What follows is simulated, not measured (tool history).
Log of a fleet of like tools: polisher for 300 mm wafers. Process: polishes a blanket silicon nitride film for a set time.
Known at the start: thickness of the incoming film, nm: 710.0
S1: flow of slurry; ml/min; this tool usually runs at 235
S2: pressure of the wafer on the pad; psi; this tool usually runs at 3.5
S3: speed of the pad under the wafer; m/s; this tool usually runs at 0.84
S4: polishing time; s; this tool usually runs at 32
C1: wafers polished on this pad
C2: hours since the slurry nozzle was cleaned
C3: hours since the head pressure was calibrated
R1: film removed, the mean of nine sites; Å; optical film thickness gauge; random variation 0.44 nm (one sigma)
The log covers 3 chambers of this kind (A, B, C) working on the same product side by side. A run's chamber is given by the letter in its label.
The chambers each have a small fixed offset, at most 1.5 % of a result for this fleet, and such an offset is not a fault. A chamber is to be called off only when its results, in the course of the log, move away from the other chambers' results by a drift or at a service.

| run | hour | S1 | S2 | S3 | S4 | C1 | C2 | C3 | R1 |
|---|---|---|---|---|---|---|---|---|---|
| 1B | 6.2 | 235 | 3.5 | 0.84 | 32 | 759 | 111.9 | 103 | 544.8 |
|  | 10.2 | chamber C: slurry nozzle cleaned |
| 2A | 11.2 | 235 | 3.5 | 0.84 | 32 | 786 | 503.1 | 1376.2 | 530.02 |
| 3C | 15.3 | 235 | 3.5 | 0.84 | 32 | 1445 | 5.2 | 303.1 | 530.15 |
| 4B | 20.9 | 235 | 3.5 | 0.84 | 32 | 978 | 126.6 | 117.7 | 547.62 |
| 5C | 24.7 | 235 | 3.5 | 0.84 | 32 | 1585 | 14.6 | 312.5 | 518.11 |
|  | 27.4 | chamber C: worn pad replaced by a new one |
| 6A | 28.1 | 235 | 3.5 | 0.84 | 32 | 1038 | 520 | 1393.1 | 529.02 |
| 7B | 33.8 | 235 | 3.5 | 0.84 | 32 | 1170 | 139.5 | 130.6 | 546.94 |
| 8A | 38.2 | 235 | 3.5 | 0.84 | 32 | 1188 | 530.1 | 1403.2 | 526.05 |
| 9C | 41.8 | 235 | 3.5 | 0.84 | 32 | 215 | 31.7 | 329.6 | 531.4 |
| 10C | 46 | 235 | 4.7 | 0.84 | 32 | 278 | 35.9 | 333.8 | 705.86 |
|  | 49.2 | chamber B: worn pad replaced by a new one |
| 11A | 50.3 | 235 | 4.7 | 0.84 | 32 | 1369 | 542.2 | 1415.3 | 710.6 |
| 12B | 55.4 | 235 | 4.7 | 0.84 | 32 | 92 | 161.1 | 152.2 | 736.42 |
|  | 56.4 | chamber A: worn pad replaced by a new one |
| 13C | 60.9 | 235 | 3.5 | 0.84 | 32 | 500 | 50.8 | 348.7 | 528.43 |
| 14B | 68.2 | 235 | 3.5 | 0.84 | 32 | 283 | 173.9 | 165 | 551.35 |
| 15A | 73.5 | 235 | 3.5 | 0.84 | 32 | 256 | 565.4 | 1438.5 | 533.32 |
|  | 77.3 | chamber A: head pressure recalibrated |
| 16A | 78.1 | 235 | 3.5 | 0.6 | 32 | 324 | 570 | 0.9 | 435.57 |
| 17C | 82.9 | 235 | 3.5 | 0.6 | 32 | 828 | 72.8 | 370.7 | 405.32 |
| 18B | 86.6 | 235 | 3.5 | 0.6 | 32 | 557 | 192.3 | 183.4 | 409.56 |
| 19A | 89.8 | 235 | 3.5 | 0.84 | 32 | 498 | 581.7 | 12.6 | 574.41 |
| 20C | 93.9 | 235 | 3.5 | 0.84 | 32 | 992 | 83.8 | 381.7 | 533.21 |
| 21B | 101.1 | 235 | 3.5 | 0.84 | 32 | 773 | 206.8 | 197.9 | 541.97 |
| 22C | 107.4 | 235 | 3.5 | 0.84 | 32 | 1193 | 97.3 | 395.2 | 532.48 |
|  | 112.4 | chamber A: slurry nozzle cleaned |
| 23A | 114.1 | 235 | 3.5 | 0.84 | 32 | 860 | 1.7 | 36.9 | 570.7 |
| 24B | 118.1 | 235 | 3.5 | 0.84 | 32 | 1026 | 223.8 | 214.9 | 543.32 |
| 25B | 123.6 | 235 | 3.5 | 0.84 | 32 | 1108 | 229.3 | 220.4 | 542.07 |
|  | 127.6 | chamber C: worn pad replaced by a new one |
| 26A | 129.6 | 235 | 3.1 | 0.84 | 32 | 1091 | 17.2 | 52.4 | 519.39 |
| 27C | 134.9 | 235 | 3.1 | 0.84 | 32 | 109 | 124.8 | 422.7 | 472.01 |
| 28C | 139.5 | 235 | 3.1 | 0.84 | 32 | 178 | 129.4 | 427.3 | 467.53 |
| 29B | 143.7 | 235 | 3.5 | 0.84 | 32 | 1408 | 249.4 | 240.5 | 544.16 |
| 30A | 150.7 | 275 | 3.5 | 0.84 | 42 | 1406 | 38.3 | 73.5 | 777.32 |
|  | 155.1 | chamber A: worn pad replaced by a new one |
| 31A | 155.8 | 275 | 3.5 | 0.84 | 42 | 10 | 43.4 | 78.6 | 772.63 |

For the next run the whole fleet of 3 chambers uses the same settings. Give each chamber's results:
| 32A | 161.1 | 235 | 3.5 | 0.84 | 32 |  |  |  | ? |
| 32B | 161.1 | 235 | 3.5 | 0.84 | 32 |  |  |  | ? |
| 32C | 161.1 | 235 | 3.5 | 0.84 | 32 |  |  |  | ? |

| run | R1 |
|---|---|
| 32A | 576.5 |
| 32B | 542.33 |
| 32C | 529.83 |
